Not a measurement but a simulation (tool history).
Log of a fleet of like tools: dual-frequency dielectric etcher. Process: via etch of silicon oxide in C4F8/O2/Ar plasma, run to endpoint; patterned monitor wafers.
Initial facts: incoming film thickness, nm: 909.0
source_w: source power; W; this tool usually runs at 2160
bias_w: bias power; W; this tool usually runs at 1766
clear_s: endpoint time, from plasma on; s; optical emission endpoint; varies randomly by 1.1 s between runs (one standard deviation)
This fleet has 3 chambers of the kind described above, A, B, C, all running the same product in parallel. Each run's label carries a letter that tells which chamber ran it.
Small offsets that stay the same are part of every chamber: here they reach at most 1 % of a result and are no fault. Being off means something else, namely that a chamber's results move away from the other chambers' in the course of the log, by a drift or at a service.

run    day  source_w  bias_w  hours since the last wet clean  hours since the last source power generator calibration  hours since the last bias power generator calibration  clear_s
 1A  0.325      2160    1766                           398.4                                                   1077.5                                                  365.3   180.88
 2B  0.608      2160    1766                           172.1                                                   4123.7                                                 2706.1   178.40
 3C  0.871      2160    1766                           470.4                                                   1693.1                                                 3176.8   177.45
 4B  1.188      2160    1766                           186.0                                                   4137.6                                                 2720.0   178.28
 5C  1.412      2160    1766                           483.4                                                   1706.1                                                 3189.8   177.51
 6A  1.667      2160    1766                           430.6                                                   1109.7                                                  397.5   178.91
 7A  2.021      2160    1766                           439.1                                                   1118.2                                                  406.0   180.64
 8C  2.304      2160    1766                           504.8                                                   1727.5                                                 3211.2   177.71
 9B  2.658      1660    1916                           221.3                                                   4172.9                                                 2755.3   192.58
10B  2.917      1660    1916                           227.5                                                   4179.1                                                 2761.5   192.06
11C  3.275      1660    1916                           528.1                                                   1750.8                                                 3234.5   195.01
     3.467  -- chamber C: wet clean of the chamber
12A  3.646      2160    1766                           478.1                                                   1157.2                                                  445.0   182.46
13A  3.850      2160    1766                           483.0                                                   1162.1                                                  449.9   182.72
14C  4.046      2160    1766                            13.9                                                   1769.3                                                 3253.0   177.21
15B  4.292      2160    1766                           260.5                                                   4212.1                                                 2794.5   178.14
16B  4.521      2630    2113                           266.0                                                   4217.6                                                 2800.0   156.42
17C  4.767      2630    2113                            31.2                                                   1786.6                                                 3270.3   157.09
18A  4.971      2630    2113                           509.9                                                   1189.0                                                  476.8   162.62
19C  5.350      2160    1766                            45.2                                                   1800.6                                                 3284.3   180.58
20B  5.662      2160    1766                           293.4                                                   4245.0                                                 2827.4   176.26
21A  5.879      2160    1766                           531.7                                                   1210.8                                                  498.6   186.51
22A  6.146      2160    1766                           538.1                                                   1217.2                                                  505.0   185.57
23C  6.538      2160    1766                            73.7                                                   1829.1                                                 3312.8   178.83
24B  6.925      2160    1766                           323.7                                                   4275.3                                                 2857.7   178.00
25A  7.317      2160    1766                           566.2                                                   1245.3                                                  533.1   189.98
26B  7.604      2160    1766                           340.0                                                   4291.6                                                 2874.0   180.05
27C  7.850      2160    1766                           105.2                                                   1860.6                                                 3344.3   178.96
28C  8.083      2160    1766                           110.8                                                   1866.2                                                 3349.9   179.37
29A  8.304      2160    1766                           589.9                                                   1269.0                                                  556.8   187.70

All 3 chambers run these settings next. Forecast each chamber's results:
30A  8.625      2160    1766                                                                                                                                                        ?
30B  8.625      2160    1766                                                                                                                                                        ?
30C  8.625      2160    1766                                                                                                                                                        ?

run  clear_s
30A   188.43
30B   177.97
30C   177.78
